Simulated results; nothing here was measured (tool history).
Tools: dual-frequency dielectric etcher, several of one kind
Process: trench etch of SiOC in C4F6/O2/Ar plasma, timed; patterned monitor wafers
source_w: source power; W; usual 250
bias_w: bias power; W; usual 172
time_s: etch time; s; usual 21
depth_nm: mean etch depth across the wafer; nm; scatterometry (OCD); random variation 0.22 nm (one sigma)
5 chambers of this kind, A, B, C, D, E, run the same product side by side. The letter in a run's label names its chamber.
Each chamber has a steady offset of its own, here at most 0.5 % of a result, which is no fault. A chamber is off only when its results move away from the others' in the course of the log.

run,hour,source_w,bias_w,time_s,hours since the last wet clean,hours since the last source power generator calibration,hours since the last bias power generator calibration,"read-back reference wafer on the same gauge, depth_nm",depth_nm
1C,4.3,250,172,21,34.4,2208.2,1579,34.805,35.683
2A,8.6,250,172,21,241,770.3,121.6,34.839,35.466
3D,13.7,250,172,21,228.8,1421.5,575.1,34.815,36.035
4B,19.9,250,172,21,346.3,1761.3,1702.9,34.808,35.778
5E,23.9,250,172,21,253,438.7,2804.5,34.817,36.136
6A,29.3,250,172,21,261.7,791,142.3,34.809,35.448
7B,32.4,250,172,21,358.8,1773.8,1715.4,34.801,36.139
8D,37.9,250,172,21,253,1445.7,599.3,34.795,35.636
9C,41.1,250,172,21,71.2,2245,1615.8,34.742,35.827
10E,44.5,250,172,21,273.6,459.3,2825.1,34.775,35.968
11D,50.5,250,172,21,265.6,1458.3,611.9,34.809,36.153
12E,54.7,250,172,21,283.8,469.5,2835.3,34.809,36.139
13B,60.2,250,207,21,386.6,1801.6,1743.2,34.777,38.206
14C,63.9,250,207,21,94,2267.8,1638.6,34.764,38.025
15A,68.6,250,207,21,301,830.3,181.6,34.811,37.883
16A,73.6,250,207,21,306,835.3,186.6,34.796,37.939
17E,79.9,250,207,21,309,494.7,2860.5,34.831,38.167
18B,84.9,250,172,21,411.3,1826.3,1767.9,34.817,36.183
19D,90.1,250,172,21,305.2,1497.9,651.5,34.841,36.106
20C,94.3,250,172,21,124.4,2298.2,1669,34.785,35.877
21E,100.3,250,172,21,329.4,515.1,2880.9,34.777,36.326
# hour 102.7: chamber B: wet clean of the chamber
22C,103.2,250,172,21,133.3,2307.1,1677.9,34.791,35.659
23A,109.1,250,204,21,341.5,870.8,222.1,34.795,37.619
24D,112.6,250,204,21,327.7,1520.4,674,34.786,38.172
25B,116.1,250,204,21,13.4,1857.5,1799.1,34.807,40.281
26B,120.4,250,204,21,17.7,1861.8,1803.4,34.795,40.17
27D,126.2,250,204,21,341.3,1534,687.6,34.759,38.534
28E,129.6,250,172,21,358.7,544.4,2910.2,34.807,36.085
29C,134.6,250,172,21,164.7,2338.5,1709.3,34.802,35.974
30A,139.4,250,172,21,371.8,901.1,252.4,34.855,35.641
31A,142.7,250,172,21,375.1,904.4,255.7,34.802,35.876
32B,148.7,250,172,21,46,1890.1,1831.7,34.813,37.827
33D,151.8,250,172,21,366.9,1559.6,713.2,34.845,35.97
# hour 153: chamber E: wet clean of the chamber
34E,154.7,250,172,21,1.8,569.5,2935.3,34.802,35.772
35C,157.5,250,172,21,187.6,2361.4,1732.2,34.832,36.021
36B,163.8,250,172,21,61.1,1905.2,1846.8,34.814,37.837
37A,167.7,250,172,21,400.1,929.4,280.7,34.748,35.585
38D,170.8,250,172,21,385.9,1578.6,732.2,34.831,35.953
39C,176.6,250,172,21,206.7,2380.5,1751.3,34.747,36.247
40E,181.7,250,172,21,28.8,596.5,2962.3,34.842,36.415
41D,187.8,250,172,21,402.9,1595.6,749.2,34.766,35.86
42A,193.9,250,172,21,426.3,955.6,306.9,34.811,35.695
43B,197.5,250,172,21,94.8,1938.9,1880.5,34.844,38.006
44E,202.2,250,172,21,49.3,617,2982.8,34.794,35.567

What goes on in this fleet: one chamber off, a drifting gauge, or nothing beyond the chambers' own small offsets? Name the chamber and the cause, if any.

A service left chamber B off against the others.
Cause: etch rate over this chamber's usual, % = 5.05.

Here are 4 candidates for chamber B's next run, each the usual settings with a change, their results left as question marks. Which one brings its results back in line with what the others give on the usual settings?
In line means no further than this from the other chambers' mean on the usual settings: depth_nm 0.76 nm
45B-1,206.8,250,226,21,,,,,?
45B-2,206.8,250,174,22,,,,,?
45B-3,206.8,250,172,19,,,,,?
45B-4,206.8,250,170,20,,,,,?

The other chambers' mean on the usual settings: depth_nm 35.843 nm
run,depth_nm
45B-1,41.493
45B-2,39.79
45B-3,34.233
45B-4,35.896
45B-4 brings the chamber back in line.
